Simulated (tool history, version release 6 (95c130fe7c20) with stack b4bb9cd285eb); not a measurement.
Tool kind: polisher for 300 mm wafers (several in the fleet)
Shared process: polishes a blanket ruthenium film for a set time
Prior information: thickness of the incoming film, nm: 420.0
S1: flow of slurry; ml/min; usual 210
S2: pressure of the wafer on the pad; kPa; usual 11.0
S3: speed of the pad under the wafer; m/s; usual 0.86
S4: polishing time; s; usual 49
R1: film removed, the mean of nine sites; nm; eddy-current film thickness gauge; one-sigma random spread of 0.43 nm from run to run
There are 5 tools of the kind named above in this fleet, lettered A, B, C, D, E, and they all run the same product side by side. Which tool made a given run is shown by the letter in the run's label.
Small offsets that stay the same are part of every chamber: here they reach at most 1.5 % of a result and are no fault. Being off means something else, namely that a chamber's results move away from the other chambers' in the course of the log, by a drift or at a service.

run 1B hour=4.6 | S1=210 S2=11.0 S3=0.86 S4=49 | R1=42.218
-- hour=8.7 chamber A: worn pad replaced by a new one
run 2E hour=9.8 | S1=210 S2=11.0 S3=0.86 S4=49 | R1=43.132
-- hour=16.3 chamber E: worn pad replaced by a new one
run 3D hour=18.4 | S1=210 S2=11.0 S3=0.86 S4=49 | R1=42.758
-- hour=22.3 chamber D: worn pad replaced by a new one
run 4C hour=22.3 | S1=210 S2=11.0 S3=0.86 S4=49 | R1=42.841
-- hour=26.1 chamber B: worn pad replaced by a new one
run 5A hour=29.9 | S1=210 S2=11.0 S3=0.86 S4=49 | R1=42.691
run 6C hour=36.4 | S1=210 S2=11.0 S3=0.86 S4=49 | R1=42.614
run 7E hour=41.2 | S1=210 S2=11.0 S3=0.86 S4=49 | R1=43.128
run 8B hour=48.0 | S1=210 S2=11.0 S3=0.86 S4=49 | R1=42.622
run 9A hour=54.9 | S1=210 S2=11.0 S3=0.86 S4=49 | R1=43.266
-- hour=56.0 chamber A: worn pad replaced by a new one
-- hour=58.0 chamber C: worn pad replaced by a new one
run 10D hour=62.7 | S1=210 S2=11.0 S3=0.86 S4=49 | R1=42.139
run 11E hour=68.9 | S1=210 S2=11.0 S3=0.86 S4=42 | R1=36.464
-- hour=77.3 chamber D: worn pad replaced by a new one
run 12A hour=77.3 | S1=210 S2=11.0 S3=0.86 S4=42 | R1=37.784
run 13C hour=82.4 | S1=210 S2=11.0 S3=0.86 S4=42 | R1=36.528
run 14D hour=90.8 | S1=210 S2=11.0 S3=0.86 S4=42 | R1=37.000
run 15B hour=97.1 | S1=210 S2=11.0 S3=0.86 S4=42 | R1=36.279
-- hour=100.5 chamber A: worn pad replaced by a new one
run 16B hour=101.1 | S1=210 S2=11.0 S3=0.86 S4=49 | R1=42.093
-- hour=104.0 chamber B: worn pad replaced by a new one
run 17A hour=105.1 | S1=210 S2=11.0 S3=0.86 S4=49 | R1=44.512
-- hour=109.4 chamber A: slurry nozzle cleaned
run 18E hour=110.5 | S1=210 S2=11.0 S3=0.86 S4=60 | R1=52.467
-- hour=112.7 chamber E: worn pad replaced by a new one
run 19C hour=117.0 | S1=210 S2=11.0 S3=0.86 S4=60 | R1=52.091
-- hour=123.2 chamber C: worn pad replaced by a new one
run 20D hour=125.0 | S1=210 S2=11.0 S3=0.86 S4=60 | R1=53.060
run 21D hour=133.5 | S1=210 S2=11.0 S3=0.86 S4=60 | R1=52.651
-- hour=136.9 chamber E: slurry nozzle cleaned
run 22B hour=138.2 | S1=210 S2=11.0 S3=0.86 S4=60 | R1=52.251
-- hour=141.6 chamber D: worn pad replaced by a new one
run 23E hour=143.5 | S1=175 S2=11.0 S3=0.86 S4=57 | R1=48.575
run 24A hour=149.8 | S1=175 S2=11.0 S3=0.86 S4=57 | R1=51.333
-- hour=153.8 chamber E: head pressure recalibrated
-- hour=155.1 chamber A: worn pad replaced by a new one
run 25C hour=158.3 | S1=175 S2=11.0 S3=0.86 S4=57 | R1=49.562
-- hour=162.7 chamber D: slurry nozzle cleaned
run 26A hour=162.7 | S1=175 S2=11.0 S3=0.86 S4=57 | R1=51.786
run 27B hour=167.0 | S1=175 S2=11.0 S3=0.86 S4=57 | R1=47.635
run 28E hour=174.6 | S1=210 S2=11.0 S3=0.86 S4=49 | R1=43.878
run 29C hour=182.4 | S1=210 S2=11.0 S3=0.86 S4=49 | R1=42.374
-- hour=184.2 chamber B: worn pad replaced by a new one
-- hour=186.7 chamber B: slurry nozzle cleaned
run 30D hour=190.4 | S1=210 S2=11.0 S3=0.86 S4=49 | R1=42.424
-- hour=194.6 chamber C: worn pad replaced by a new one
run 31B hour=196.9 | S1=210 S2=11.0 S3=0.86 S4=49 | R1=41.778
run 32A hour=201.2 | S1=210 S2=11.0 S3=0.86 S4=49 | R1=46.677
-- hour=202.0 chamber D: worn pad replaced by a new one
run 33E hour=207.4 | S1=210 S2=11.0 S3=0.86 S4=49 | R1=43.614
run 34D hour=212.9 | S1=210 S2=11.0 S3=0.86 S4=49 | R1=43.681
run 35C hour=216.9 | S1=210 S2=11.0 S3=0.86 S4=49 | R1=43.053
run 36B hour=222.5 | S1=210 S2=11.0 S3=0.86 S4=49 | R1=43.676

All chambers now run identical settings, listed one chamber a line with results as question marks. What results will each chamber show?
run 37A hour=228.8 | S1=210 S2=11.0 S3=0.86 S4=64 | R1=?
run 37B hour=228.8 | S1=210 S2=11.0 S3=0.86 S4=64 | R1=?
run 37C hour=228.8 | S1=210 S2=11.0 S3=0.86 S4=64 | R1=?
run 37D hour=228.8 | S1=210 S2=11.0 S3=0.86 S4=64 | R1=?
run 37E hour=228.8 | S1=210 S2=11.0 S3=0.86 S4=64 | R1=?

run=37A R1=60.929
run=37B R1=55.425
run=37C R1=55.765
run=37D R1=55.688
run=37E R1=55.761

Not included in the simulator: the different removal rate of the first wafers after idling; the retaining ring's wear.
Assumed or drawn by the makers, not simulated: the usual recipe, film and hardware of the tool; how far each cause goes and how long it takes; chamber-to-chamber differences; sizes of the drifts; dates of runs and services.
